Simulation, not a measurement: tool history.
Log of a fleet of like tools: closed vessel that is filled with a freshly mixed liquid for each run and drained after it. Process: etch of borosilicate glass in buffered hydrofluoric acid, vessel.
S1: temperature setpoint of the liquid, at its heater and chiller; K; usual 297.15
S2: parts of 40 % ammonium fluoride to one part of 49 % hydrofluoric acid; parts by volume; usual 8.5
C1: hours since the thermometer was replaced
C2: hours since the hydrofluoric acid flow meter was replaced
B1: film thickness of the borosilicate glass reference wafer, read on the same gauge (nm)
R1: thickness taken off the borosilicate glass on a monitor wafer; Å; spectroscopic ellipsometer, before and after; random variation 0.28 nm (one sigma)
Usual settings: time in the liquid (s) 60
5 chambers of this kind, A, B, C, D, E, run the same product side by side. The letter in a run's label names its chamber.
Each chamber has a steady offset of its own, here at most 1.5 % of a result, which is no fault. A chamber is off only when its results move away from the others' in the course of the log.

{"run": "1A", "hour": 3.5, "S1": 297.15, "S2": 8.5, "time in the liquid (s)": 60, "C1": 953.6, "C2": 516.3, "B1": 49.955, "R1": 851.44}
{"run": "2E", "hour": 8.9, "S1": 297.15, "S2": 8.5, "time in the liquid (s)": 60, "C1": 643.7, "C2": 792.9, "B1": 50.01, "R1": 860.36}
{"run": "3C", "hour": 13.8, "S1": 297.15, "S2": 8.5, "time in the liquid (s)": 60, "C1": 158.1, "C2": 1148.1, "B1": 50.005, "R1": 854.27}
{"run": "4B", "hour": 18.6, "S1": 297.15, "S2": 8.5, "time in the liquid (s)": 60, "C1": 467.2, "C2": 1426.1, "B1": 49.986, "R1": 850.91}
{"run": "5D", "hour": 23.1, "S1": 297.15, "S2": 8.5, "time in the liquid (s)": 60, "C1": 264.5, "C2": 321.9, "B1": 50.052, "R1": 850.25}
{"hour": 26.5, "done": "chamber A: thermometer replaced"}
{"run": "6A", "hour": 28.6, "S1": 297.15, "S2": 8.5, "time in the liquid (s)": 60, "C1": 2.2, "C2": 541.4, "B1": 49.984, "R1": 849.58}
{"run": "7E", "hour": 34.2, "S1": 297.15, "S2": 12, "time in the liquid (s)": 85, "C1": 669, "C2": 818.2, "B1": 50.045, "R1": 885.67}
{"run": "8D", "hour": 39.6, "S1": 297.15, "S2": 12, "time in the liquid (s)": 85, "C1": 281, "C2": 338.4, "B1": 49.989, "R1": 882.04}
{"run": "9C", "hour": 42.7, "S1": 297.15, "S2": 12, "time in the liquid (s)": 85, "C1": 187, "C2": 1177, "B1": 50.028, "R1": 891.32}
{"run": "10B", "hour": 45.4, "S1": 297.15, "S2": 12, "time in the liquid (s)": 85, "C1": 494, "C2": 1452.9, "B1": 50.023, "R1": 881.35}
{"run": "11C", "hour": 49.5, "S1": 297.15, "S2": 12, "time in the liquid (s)": 85, "C1": 193.8, "C2": 1183.8, "B1": 50.012, "R1": 884.74}
{"run": "12E", "hour": 54.2, "S1": 297.15, "S2": 8.5, "time in the liquid (s)": 60, "C1": 689, "C2": 838.2, "B1": 49.996, "R1": 863.79}
{"run": "13A", "hour": 58.6, "S1": 297.15, "S2": 8.5, "time in the liquid (s)": 60, "C1": 32.2, "C2": 571.4, "B1": 50.006, "R1": 845.53}
{"run": "14D", "hour": 61.4, "S1": 297.15, "S2": 8.5, "time in the liquid (s)": 60, "C1": 302.8, "C2": 360.2, "B1": 49.981, "R1": 843.57}
{"run": "15B", "hour": 65.2, "S1": 297.15, "S2": 8.5, "time in the liquid (s)": 60, "C1": 513.8, "C2": 1472.7, "B1": 49.967, "R1": 854.86}
{"run": "16B", "hour": 67.6, "S1": 297.15, "S2": 8.5, "time in the liquid (s)": 60, "C1": 516.2, "C2": 1475.1, "B1": 50.034, "R1": 855.92}
{"run": "17E", "hour": 70.2, "S1": 297.15, "S2": 8.5, "time in the liquid (s)": 60, "C1": 705, "C2": 854.2, "B1": 49.946, "R1": 862.27}
{"run": "18D", "hour": 75.6, "S1": 297.15, "S2": 8.5, "time in the liquid (s)": 60, "C1": 317, "C2": 374.4, "B1": 49.975, "R1": 847}
{"run": "19A", "hour": 80.0, "S1": 297.15, "S2": 8.5, "time in the liquid (s)": 60, "C1": 53.6, "C2": 592.8, "B1": 49.993, "R1": 848.39}
{"run": "20C", "hour": 85.7, "S1": 297.15, "S2": 8.5, "time in the liquid (s)": 60, "C1": 230, "C2": 1220, "B1": 50.015, "R1": 855.36}
{"run": "21D", "hour": 88.4, "S1": 297.15, "S2": 8.5, "time in the liquid (s)": 60, "C1": 329.8, "C2": 387.2, "B1": 50.042, "R1": 847.82}
{"run": "22B", "hour": 93.8, "S1": 297.15, "S2": 8.5, "time in the liquid (s)": 60, "C1": 542.4, "C2": 1501.3, "B1": 49.954, "R1": 847.24}
{"run": "23C", "hour": 96.8, "S1": 297.15, "S2": 8.5, "time in the liquid (s)": 60, "C1": 241.1, "C2": 1231.1, "B1": 50.014, "R1": 858.53}
{"run": "24E", "hour": 100.4, "S1": 297.15, "S2": 7.5, "time in the liquid (s)": 85, "C1": 735.2, "C2": 884.4, "B1": 50.014, "R1": 1409.4}
{"run": "25A", "hour": 104.0, "S1": 297.15, "S2": 7.5, "time in the liquid (s)": 85, "C1": 77.6, "C2": 616.8, "B1": 50.016, "R1": 1380.9}
{"run": "26B", "hour": 109.3, "S1": 297.15, "S2": 7.5, "time in the liquid (s)": 85, "C1": 557.9, "C2": 1516.8, "B1": 50.015, "R1": 1388.4}
{"run": "27D", "hour": 114.3, "S1": 297.15, "S2": 7.5, "time in the liquid (s)": 85, "C1": 355.7, "C2": 413.1, "B1": 50.011, "R1": 1373.1}
{"run": "28E", "hour": 116.9, "S1": 297.15, "S2": 7.5, "time in the liquid (s)": 85, "C1": 751.7, "C2": 900.9, "B1": 50.011, "R1": 1404.9}
{"run": "29C", "hour": 122.6, "S1": 297.15, "S2": 8.5, "time in the liquid (s)": 60, "C1": 266.9, "C2": 1256.9, "B1": 49.988, "R1": 853.04}
{"run": "30A", "hour": 127.2, "S1": 297.15, "S2": 8.5, "time in the liquid (s)": 60, "C1": 100.8, "C2": 640, "B1": 49.989, "R1": 847.11}
{"run": "31A", "hour": 130.2, "S1": 297.15, "S2": 8.5, "time in the liquid (s)": 60, "C1": 103.8, "C2": 643, "B1": 50.04, "R1": 847.84}
{"run": "32D", "hour": 133.3, "S1": 297.15, "S2": 8.5, "time in the liquid (s)": 60, "C1": 374.7, "C2": 432.1, "B1": 49.97, "R1": 846.26}
{"run": "33B", "hour": 136.3, "S1": 297.15, "S2": 8.5, "time in the liquid (s)": 60, "C1": 584.9, "C2": 1543.8, "B1": 50.014, "R1": 850.44}
{"run": "34E", "hour": 140.7, "S1": 297.15, "S2": 8.5, "time in the liquid (s)": 60, "C1": 775.5, "C2": 924.7, "B1": 50.004, "R1": 863.28}
{"run": "35C", "hour": 143.8, "S1": 297.15, "S2": 8.5, "time in the liquid (s)": 60, "C1": 288.1, "C2": 1278.1, "B1": 50.022, "R1": 857.03}
{"run": "36C", "hour": 146.9, "S1": 297.15, "S2": 8.5, "time in the liquid (s)": 60, "C1": 291.2, "C2": 1281.2, "B1": 50.001, "R1": 857.13}
{"run": "37D", "hour": 150.1, "S1": 297.15, "S2": 8.5, "time in the liquid (s)": 60, "C1": 391.5, "C2": 448.9, "B1": 49.976, "R1": 844.88}
{"run": "38A", "hour": 153.7, "S1": 297.15, "S2": 8.5, "time in the liquid (s)": 60, "C1": 127.3, "C2": 666.5, "B1": 49.992, "R1": 852.98}
{"run": "39B", "hour": 158.6, "S1": 297.15, "S2": 8.5, "time in the liquid (s)": 60, "C1": 607.2, "C2": 1566.1, "B1": 49.96, "R1": 854.41}
{"run": "40E", "hour": 162.8, "S1": 297.15, "S2": 8.5, "time in the liquid (s)": 60, "C1": 797.6, "C2": 946.8, "B1": 49.94, "R1": 862.11}
{"run": "41C", "hour": 165.4, "S1": 297.15, "S2": 8.5, "time in the liquid (s)": 90, "C1": 309.7, "C2": 1299.7, "B1": 50.003, "R1": 1283.8}
{"run": "42E", "hour": 170.5, "S1": 297.15, "S2": 8.5, "time in the liquid (s)": 90, "C1": 805.3, "C2": 954.5, "B1": 49.986, "R1": 1296.3}
{"run": "43D", "hour": 176.2, "S1": 297.15, "S2": 8.5, "time in the liquid (s)": 90, "C1": 417.6, "C2": 475, "B1": 50.023, "R1": 1269.8}
{"run": "44B", "hour": 180.6, "S1": 297.15, "S2": 8.5, "time in the liquid (s)": 90, "C1": 629.2, "C2": 1588.1, "B1": 50.02, "R1": 1278.2}

All 5 chambers run these settings next. Forecast each chamber's results:
{"run": "45A", "hour": 184.7, "S1": 298.65, "S2": 8.5, "time in the liquid (s)": 60, "R1": "?"}
{"run": "45B", "hour": 184.7, "S1": 298.65, "S2": 8.5, "time in the liquid (s)": 60, "R1": "?"}
{"run": "45C", "hour": 184.7, "S1": 298.65, "S2": 8.5, "time in the liquid (s)": 60, "R1": "?"}
{"run": "45D", "hour": 184.7, "S1": 298.65, "S2": 8.5, "time in the liquid (s)": 60, "R1": "?"}
{"run": "45E", "hour": 184.7, "S1": 298.65, "S2": 8.5, "time in the liquid (s)": 60, "R1": "?"}

run=45A R1=917.23
run=45B R1=925.67
run=45C R1=929.56
run=45D R1=919.91
run=45E R1=932.47

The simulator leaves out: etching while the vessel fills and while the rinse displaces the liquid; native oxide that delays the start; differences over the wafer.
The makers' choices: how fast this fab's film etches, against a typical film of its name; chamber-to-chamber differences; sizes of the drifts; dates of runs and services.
